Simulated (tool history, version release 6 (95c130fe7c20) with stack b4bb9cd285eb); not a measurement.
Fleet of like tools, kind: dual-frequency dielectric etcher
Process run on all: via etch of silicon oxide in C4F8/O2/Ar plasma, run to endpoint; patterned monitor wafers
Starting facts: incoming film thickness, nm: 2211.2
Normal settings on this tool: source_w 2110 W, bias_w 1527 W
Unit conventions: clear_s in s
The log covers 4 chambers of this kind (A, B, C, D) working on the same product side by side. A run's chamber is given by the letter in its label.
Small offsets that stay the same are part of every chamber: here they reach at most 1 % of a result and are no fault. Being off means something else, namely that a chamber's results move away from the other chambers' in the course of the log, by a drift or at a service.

{"run": "1C", "hour": 13.0, "source_w": 2110, "bias_w": 1527, "clear_s": 457.45}
{"run": "2B", "hour": 24.5, "source_w": 2110, "bias_w": 1527, "clear_s": 458.35}
{"run": "3A", "hour": 33.3, "source_w": 2110, "bias_w": 1527, "clear_s": 460.35}
{"run": "4D", "hour": 46.3, "source_w": 2110, "bias_w": 1527, "clear_s": 464.02}
{"run": "5D", "hour": 58.9, "source_w": 2480, "bias_w": 1202, "clear_s": 459.19}
{"run": "6B", "hour": 70.1, "source_w": 2480, "bias_w": 1202, "clear_s": 454.89}
{"run": "7A", "hour": 83.4, "source_w": 2480, "bias_w": 1202, "clear_s": 458.34}
{"run": "8C", "hour": 94.3, "source_w": 2480, "bias_w": 1202, "clear_s": 455.08}
{"run": "9B", "hour": 100.3, "source_w": 2110, "bias_w": 1527, "clear_s": 454.14}
{"hour": 109.7, "done": "chamber B: wet clean of the chamber"}
{"run": "10D", "hour": 113.6, "source_w": 2110, "bias_w": 1527, "clear_s": 460.38}
{"run": "11A", "hour": 123.9, "source_w": 2110, "bias_w": 1527, "clear_s": 458.83}
{"run": "12C", "hour": 134.4, "source_w": 1740, "bias_w": 1689, "clear_s": 480.57}
{"run": "13C", "hour": 145.9, "source_w": 1740, "bias_w": 1689, "clear_s": 480.58}
{"run": "14A", "hour": 155.6, "source_w": 1740, "bias_w": 1689, "clear_s": 483.36}
{"run": "15B", "hour": 165.0, "source_w": 1740, "bias_w": 1689, "clear_s": 479.3}
{"run": "16D", "hour": 174.5, "source_w": 2110, "bias_w": 1527, "clear_s": 462.6}
{"run": "17D", "hour": 181.9, "source_w": 2110, "bias_w": 1527, "clear_s": 466.17}
{"run": "18C", "hour": 190.7, "source_w": 2110, "bias_w": 1527, "clear_s": 456.17}
{"run": "19B", "hour": 202.9, "source_w": 2110, "bias_w": 1527, "clear_s": 457.22}
{"run": "20A", "hour": 215.1, "source_w": 2110, "bias_w": 1527, "clear_s": 462.36}
{"hour": 215.3, "done": "chamber D: wet clean of the chamber"}
{"run": "21A", "hour": 228.6, "source_w": 2110, "bias_w": 1527, "clear_s": 464.01}
{"run": "22C", "hour": 239.5, "source_w": 2110, "bias_w": 1527, "clear_s": 458.22}
{"run": "23D", "hour": 246.4, "source_w": 2110, "bias_w": 1527, "clear_s": 461.8}
{"hour": 253.8, "done": "chamber A: wet clean of the chamber"}
{"run": "24B", "hour": 259.0, "source_w": 2110, "bias_w": 1527, "clear_s": 458.36}
{"run": "25A", "hour": 267.4, "source_w": 2110, "bias_w": 1527, "clear_s": 459.33}
{"run": "26D", "hour": 277.0, "source_w": 2110, "bias_w": 1527, "clear_s": 461.56}
{"run": "27B", "hour": 290.9, "source_w": 2110, "bias_w": 1527, "clear_s": 454.78}
{"run": "28C", "hour": 297.6, "source_w": 2110, "bias_w": 1527, "clear_s": 459.13}
{"run": "29D", "hour": 304.0, "source_w": 2110, "bias_w": 1387, "clear_s": 476.72}

Decide between three cases: one chamber stands off from its peers, the gauge reading all wafers drifts, or nothing is wrong past each chamber's small offset. Where a chamber is off, say which and what most likely put it there.

The fleet is healthy, with each chamber sitting at its usual small offset and no drift in the gauge.

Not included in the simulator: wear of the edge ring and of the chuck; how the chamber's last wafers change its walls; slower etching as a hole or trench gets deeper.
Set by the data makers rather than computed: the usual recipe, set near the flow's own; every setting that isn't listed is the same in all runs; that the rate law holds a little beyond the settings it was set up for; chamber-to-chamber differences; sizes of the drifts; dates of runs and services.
